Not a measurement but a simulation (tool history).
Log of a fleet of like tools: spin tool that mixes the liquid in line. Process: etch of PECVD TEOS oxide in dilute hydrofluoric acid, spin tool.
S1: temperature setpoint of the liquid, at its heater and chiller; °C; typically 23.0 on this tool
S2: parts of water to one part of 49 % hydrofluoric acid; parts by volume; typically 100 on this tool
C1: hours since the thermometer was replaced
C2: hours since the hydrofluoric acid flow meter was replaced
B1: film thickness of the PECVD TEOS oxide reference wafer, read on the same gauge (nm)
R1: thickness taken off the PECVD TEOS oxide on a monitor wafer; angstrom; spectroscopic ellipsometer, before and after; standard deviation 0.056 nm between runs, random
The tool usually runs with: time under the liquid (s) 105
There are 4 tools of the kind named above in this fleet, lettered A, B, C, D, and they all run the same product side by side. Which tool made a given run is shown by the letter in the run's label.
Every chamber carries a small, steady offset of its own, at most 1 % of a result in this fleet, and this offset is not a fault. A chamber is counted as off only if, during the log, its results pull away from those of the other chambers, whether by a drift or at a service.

Run 1D, hour 5.4: usual settings; C1 287.8; C2 653.4; B1 60.005. Result: R1 86.428 angstrom.
Run 2C, hour 11.8: usual settings; C1 359.7; C2 1335.8; B1 60.009. Result: R1 85.827 angstrom.
Run 3B, hour 21.1: usual settings; C1 375.6; C2 189.3; B1 59.981. Result: R1 85.713 angstrom.
Run 4A, hour 25.4: usual settings; C1 1110.5; C2 260.8; B1 59.980. Result: R1 85.619 angstrom.
Run 5A, hour 31.5: usual settings; C1 1116.6; C2 266.9; B1 60.033. Result: R1 87.464 angstrom.
Run 6C, hour 36.2: usual settings; C1 384.1; C2 1360.2; B1 60.001. Result: R1 86.217 angstrom.
Run 7D, hour 41.5: usual settings; C1 323.9; C2 689.5; B1 59.975. Result: R1 86.827 angstrom.
Run 8B, hour 45.9: usual settings; C1 400.4; C2 214.1; B1 59.990. Result: R1 85.372 angstrom.
Run 9C, hour 52.5: usual settings; C1 400.4; C2 1376.5; B1 59.993. Result: R1 86.246 angstrom.
Run 10B, hour 60.2: usual settings; C1 414.7; C2 228.4; B1 60.005. Result: R1 86.061 angstrom.
Run 11D, hour 68.4: usual settings; C1 350.8; C2 716.4; B1 60.026. Result: R1 85.830 angstrom.
Run 12A, hour 73.0: usual settings; C1 1158.1; C2 308.4; B1 59.989. Result: R1 86.116 angstrom.
Run 13D, hour 79.0: usual settings; C1 361.4; C2 727.0; B1 60.025. Result: R1 85.574 angstrom.
Run 14B, hour 87.7: usual settings; C1 442.2; C2 255.9; B1 59.991. Result: R1 87.601 angstrom.
Run 15A, hour 92.8: usual settings but S1 24.5 °C, time under the liquid (s) 135; C1 1177.9; C2 328.2; B1 59.988. Result: R1 118.420 angstrom.
Run 16C, hour 100.3: usual settings but S1 24.5 °C, time under the liquid (s) 135; C1 448.2; C2 1424.3; B1 60.011. Result: R1 116.130 angstrom.
Run 17C, hour 109.4: usual settings but S1 24.5 °C, time under the liquid (s) 135; C1 457.3; C2 1433.4; B1 59.995. Result: R1 116.230 angstrom.
Run 18B, hour 117.2: usual settings but S1 24.5 °C, time under the liquid (s) 135; C1 471.7; C2 285.4; B1 60.005. Result: R1 118.270 angstrom.
Run 19A, hour 122.2: usual settings; C1 1207.3; C2 357.6; B1 60.005. Result: R1 85.425 angstrom.
Run 20D, hour 128.4: usual settings; C1 410.8; C2 776.4; B1 59.993. Result: R1 86.307 angstrom.
Run 21D, hour 134.3: usual settings but S1 25.5 °C, S2 75 parts by volume; C1 416.7; C2 782.3; B1 59.990. Result: R1 129.960 angstrom.
Run 22B, hour 141.8: usual settings but S1 25.5 °C, S2 75 parts by volume; C1 496.3; C2 310.0; B1 59.970. Result: R1 130.880 angstrom.
Run 23C, hour 151.0: usual settings but S1 25.5 °C, S2 75 parts by volume; C1 498.9; C2 1475.0; B1 59.978. Result: R1 133.070 angstrom.
Run 24A, hour 158.1: usual settings but S1 25.5 °C, S2 75 parts by volume; C1 1243.2; C2 393.5; B1 60.009. Result: R1 127.570 angstrom.
Run 25A, hour 162.3: usual settings; C1 1247.4; C2 397.7; B1 60.003. Result: R1 83.000 angstrom.
Run 26C, hour 170.2: usual settings; C1 518.1; C2 1494.2; B1 60.008. Result: R1 85.711 angstrom.
Run 27B, hour 176.2: usual settings; C1 530.7; C2 344.4; B1 60.005. Result: R1 86.489 angstrom.
Run 28D, hour 184.2: usual settings; C1 466.6; C2 832.2; B1 60.009. Result: R1 86.077 angstrom.
Run 29A, hour 189.6: usual settings; C1 1274.7; C2 425.0; B1 60.014. Result: R1 82.059 angstrom.
Run 30C, hour 196.8: usual settings; C1 544.7; C2 1520.8; B1 60.001. Result: R1 85.768 angstrom.
Run 31B, hour 204.6: usual settings but S1 19.5 °C, S2 85 parts by volume; C1 559.1; C2 372.8; B1 60.005. Result: R1 89.737 angstrom.
Run 32D, hour 209.9: usual settings but S1 19.5 °C, S2 85 parts by volume; C1 492.3; C2 857.9; B1 60.019. Result: R1 89.306 angstrom.
Run 33A, hour 215.0: usual settings but S1 19.5 °C, S2 85 parts by volume; C1 1300.1; C2 450.4; B1 60.000. Result: R1 84.334 angstrom.
Run 34B, hour 222.9: usual settings but S1 19.5 °C, S2 85 parts by volume; C1 577.4; C2 391.1; B1 59.997. Result: R1 89.773 angstrom.
Run 35C, hour 231.0: usual settings but time under the liquid (s) 155; C1 578.9; C2 1555.0; B1 59.996. Result: R1 126.730 angstrom.
Run 36D, hour 237.0: usual settings but time under the liquid (s) 155; C1 519.4; C2 885.0; B1 59.991. Result: R1 128.700 angstrom.
Run 37B, hour 244.2: usual settings but time under the liquid (s) 155; C1 598.7; C2 412.4; B1 59.984. Result: R1 127.370 angstrom.

For the next run the whole fleet of 4 chambers uses the same settings. Give each chamber's results:
Run 38A, hour 250.9: usual settings. Result: R1 ?.
Run 38B, hour 250.9: usual settings. Result: R1 ?.
Run 38C, hour 250.9: usual settings. Result: R1 ?.
Run 38D, hour 250.9: usual settings. Result: R1 ?.

run      R1
38A  80.541
38B  86.768
38C  86.106
38D  86.211
